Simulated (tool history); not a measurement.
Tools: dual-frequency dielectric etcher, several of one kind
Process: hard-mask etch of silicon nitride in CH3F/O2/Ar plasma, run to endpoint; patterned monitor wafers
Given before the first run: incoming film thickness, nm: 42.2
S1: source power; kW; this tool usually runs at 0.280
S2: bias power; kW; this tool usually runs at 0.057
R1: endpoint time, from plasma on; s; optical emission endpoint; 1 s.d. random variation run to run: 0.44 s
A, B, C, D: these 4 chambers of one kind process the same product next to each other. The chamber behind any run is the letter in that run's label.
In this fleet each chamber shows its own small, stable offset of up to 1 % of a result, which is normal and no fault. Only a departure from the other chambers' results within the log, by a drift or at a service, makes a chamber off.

run,hour,S1,S2,R1
1A,11.5,0.280,0.057,75.268
2B,23.5,0.280,0.057,75.383
3C,36.0,0.280,0.057,74.940
4D,44.4,0.280,0.057,75.308
5D,50.4,0.280,0.057,75.029
6B,56.5,0.280,0.057,74.994
7A,65.3,0.280,0.057,75.117
8C,77.6,0.230,0.067,77.946
9A,88.4,0.230,0.067,76.623
10C,95.7,0.230,0.067,78.081
11B,103.7,0.230,0.067,76.166
12D,109.6,0.280,0.057,75.136
13C,118.6,0.280,0.057,77.054
14D,130.9,0.280,0.057,74.811
15B,139.8,0.280,0.057,75.310
16A,147.7,0.280,0.057,75.362
17B,155.6,0.280,0.057,74.988
18C,162.8,0.280,0.057,78.077
# hour 167.0: chamber A: source power generator calibrated
19A,172.0,0.280,0.057,76.121
20D,180.3,0.280,0.057,75.340
21D,186.2,0.280,0.057,74.884
22C,191.7,0.280,0.057,77.942
23A,197.6,0.280,0.057,75.017
24B,207.8,0.280,0.057,75.813
# hour 209.9: chamber D: bias power generator calibrated
25B,218.5,0.280,0.057,76.300
26D,227.3,0.280,0.057,74.904
27A,236.9,0.280,0.057,75.129
28C,245.0,0.280,0.057,78.628
29D,252.7,0.280,0.057,75.080
# hour 255.5: chamber D: wet clean of the chamber
30A,262.4,0.280,0.057,75.614
31B,273.6,0.280,0.057,75.389
32C,279.3,0.280,0.057,79.286
33C,290.0,0.280,0.057,79.309
34D,296.4,0.280,0.057,75.668
35A,303.9,0.280,0.057,74.748

One chamber off, gauge drift, or nothing amiss beyond the chambers' own small offsets? If it is a chamber, which one, and what is the likeliest cause?

Little by little, chamber C moves away from the other chambers.
Likeliest cause: etch rate under this chamber's usual, % = 4.92.

Below are 4 candidate recipes for chamber C's next run, each the usual settings with a change, their results shown as question marks. Which of them brings C's results back in line with what the other chambers give on the usual settings?
Maximum distance from the other chambers' mean on the usual settings for a result to count as in line: R1 1.500 s
36C-1,312.9,0.310,0.061,?
36C-2,312.9,0.280,0.061,?
36C-3,312.9,0.250,0.053,?
36C-4,312.9,0.260,0.057,?

The mean the other chambers reach with the usual settings: R1 75.201 s
run,R1
36C-1,74.931
36C-2,77.861
36C-3,85.185
36C-4,81.919
The right change is 36C-1: it brings the chamber back within the allowed miss of the others.
